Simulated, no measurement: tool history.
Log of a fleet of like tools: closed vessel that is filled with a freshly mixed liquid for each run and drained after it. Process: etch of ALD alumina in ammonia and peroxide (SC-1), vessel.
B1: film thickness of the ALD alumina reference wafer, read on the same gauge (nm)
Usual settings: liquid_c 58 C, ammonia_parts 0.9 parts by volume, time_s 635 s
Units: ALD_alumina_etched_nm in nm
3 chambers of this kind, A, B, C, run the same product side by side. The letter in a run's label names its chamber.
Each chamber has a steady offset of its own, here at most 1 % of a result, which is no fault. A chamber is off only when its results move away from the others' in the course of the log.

run 1A hour=7 | liquid_c=58 ammonia_parts=0.9 time_s=635 | B1=40.006 | ALD_alumina_etched_nm=48.739
run 2C hour=14.8 | liquid_c=58 ammonia_parts=0.9 time_s=635 | B1=39.983 | ALD_alumina_etched_nm=48.25
run 3B hour=20.2 | liquid_c=58 ammonia_parts=0.9 time_s=635 | B1=40.021 | ALD_alumina_etched_nm=48.229
run 4C hour=25.7 | liquid_c=58 ammonia_parts=0.9 time_s=635 | B1=40.006 | ALD_alumina_etched_nm=48.899
run 5A hour=32.7 | liquid_c=58 ammonia_parts=0.9 time_s=635 | B1=40.034 | ALD_alumina_etched_nm=48.243
run 6B hour=37.3 | liquid_c=58 ammonia_parts=0.9 time_s=635 | B1=39.988 | ALD_alumina_etched_nm=48.297
run 7A hour=41.3 | liquid_c=66.5 ammonia_parts=0.9 time_s=425 | B1=40.012 | ALD_alumina_etched_nm=49.045
run 8B hour=48.4 | liquid_c=66.5 ammonia_parts=0.9 time_s=425 | B1=40.008 | ALD_alumina_etched_nm=50.543
run 9C hour=57 | liquid_c=66.5 ammonia_parts=0.9 time_s=425 | B1=39.971 | ALD_alumina_etched_nm=49.745
run 10A hour=62.1 | liquid_c=58 ammonia_parts=0.9 time_s=635 | B1=40.005 | ALD_alumina_etched_nm=47.732
run 11C hour=66 | liquid_c=58 ammonia_parts=1.15 time_s=960 | B1=39.992 | ALD_alumina_etched_nm=75.214
-- hour=66.6 chamber A: new drum of ammonia solution connected
run 12B hour=69.9 | liquid_c=58 ammonia_parts=1.15 time_s=960 | B1=40.048 | ALD_alumina_etched_nm=75.201
run 13C hour=74.7 | liquid_c=58 ammonia_parts=1.15 time_s=960 | B1=40.002 | ALD_alumina_etched_nm=74.273
run 14B hour=81.5 | liquid_c=58 ammonia_parts=0.9 time_s=635 | B1=40.051 | ALD_alumina_etched_nm=48.473
run 15A hour=85.1 | liquid_c=58 ammonia_parts=0.9 time_s=635 | B1=40.014 | ALD_alumina_etched_nm=46.553
run 16A hour=90.9 | liquid_c=58 ammonia_parts=0.9 time_s=635 | B1=40.021 | ALD_alumina_etched_nm=46.826
run 17C hour=96.6 | liquid_c=58 ammonia_parts=0.9 time_s=635 | B1=40.007 | ALD_alumina_etched_nm=48.314
run 18B hour=103.2 | liquid_c=58 ammonia_parts=0.9 time_s=635 | B1=39.995 | ALD_alumina_etched_nm=48.746
run 19C hour=109.3 | liquid_c=58 ammonia_parts=0.9 time_s=635 | B1=39.962 | ALD_alumina_etched_nm=48.721
run 20A hour=115.6 | liquid_c=58 ammonia_parts=0.9 time_s=635 | B1=40.027 | ALD_alumina_etched_nm=44.792
run 21B hour=122.3 | liquid_c=58 ammonia_parts=0.9 time_s=635 | B1=40.016 | ALD_alumina_etched_nm=48.343
run 22B hour=130 | liquid_c=58 ammonia_parts=0.9 time_s=635 | B1=40.015 | ALD_alumina_etched_nm=48.052
run 23C hour=138.1 | liquid_c=58 ammonia_parts=0.9 time_s=635 | B1=40.007 | ALD_alumina_etched_nm=48.398
run 24A hour=145.7 | liquid_c=63 ammonia_parts=0.9 time_s=430 | B1=39.982 | ALD_alumina_etched_nm=38.276
run 25B hour=149.6 | liquid_c=63 ammonia_parts=0.9 time_s=430 | B1=39.988 | ALD_alumina_etched_nm=42.234
run 26A hour=155.9 | liquid_c=63 ammonia_parts=0.9 time_s=430 | B1=40.02 | ALD_alumina_etched_nm=37.687
run 27C hour=161.2 | liquid_c=58 ammonia_parts=0.9 time_s=635 | B1=40.006 | ALD_alumina_etched_nm=47.561

Is one chamber off against the others, does the gauge drift, or is nothing wrong? If a chamber is off, say which, and what the likeliest cause is.

Chamber A drifts away from the others.
Cause: liquid colder than its thermometer reads (K) = 2.26.

Here are 4 candidates for chamber A's next run, each the usual settings with a change, their results left as question marks. Which one brings its results back in line with what the others give on the usual settings?
In line means no further than this from the other chambers' mean on the usual settings: ALD_alumina_etched_nm 1.4 nm
run 28A-1 hour=167.3 | liquid_c=58 ammonia_parts=0.9 time_s=670 | ALD_alumina_etched_nm=?
run 28A-2 hour=167.3 | liquid_c=57.5 ammonia_parts=0.9 time_s=615 | ALD_alumina_etched_nm=?
run 28A-3 hour=167.3 | liquid_c=58 ammonia_parts=0.9 time_s=710 | ALD_alumina_etched_nm=?
run 28A-4 hour=167.3 | liquid_c=55.5 ammonia_parts=0.9 time_s=635 | ALD_alumina_etched_nm=?

The other chambers' mean on the usual settings: ALD_alumina_etched_nm 48.458 nm
run=28A-1 ALD_alumina_etched_nm=45.156
run=28A-2 ALD_alumina_etched_nm=40.388
run=28A-3 ALD_alumina_etched_nm=47.852
run=28A-4 ALD_alumina_etched_nm=37.539
28A-3 brings the chamber back in line.
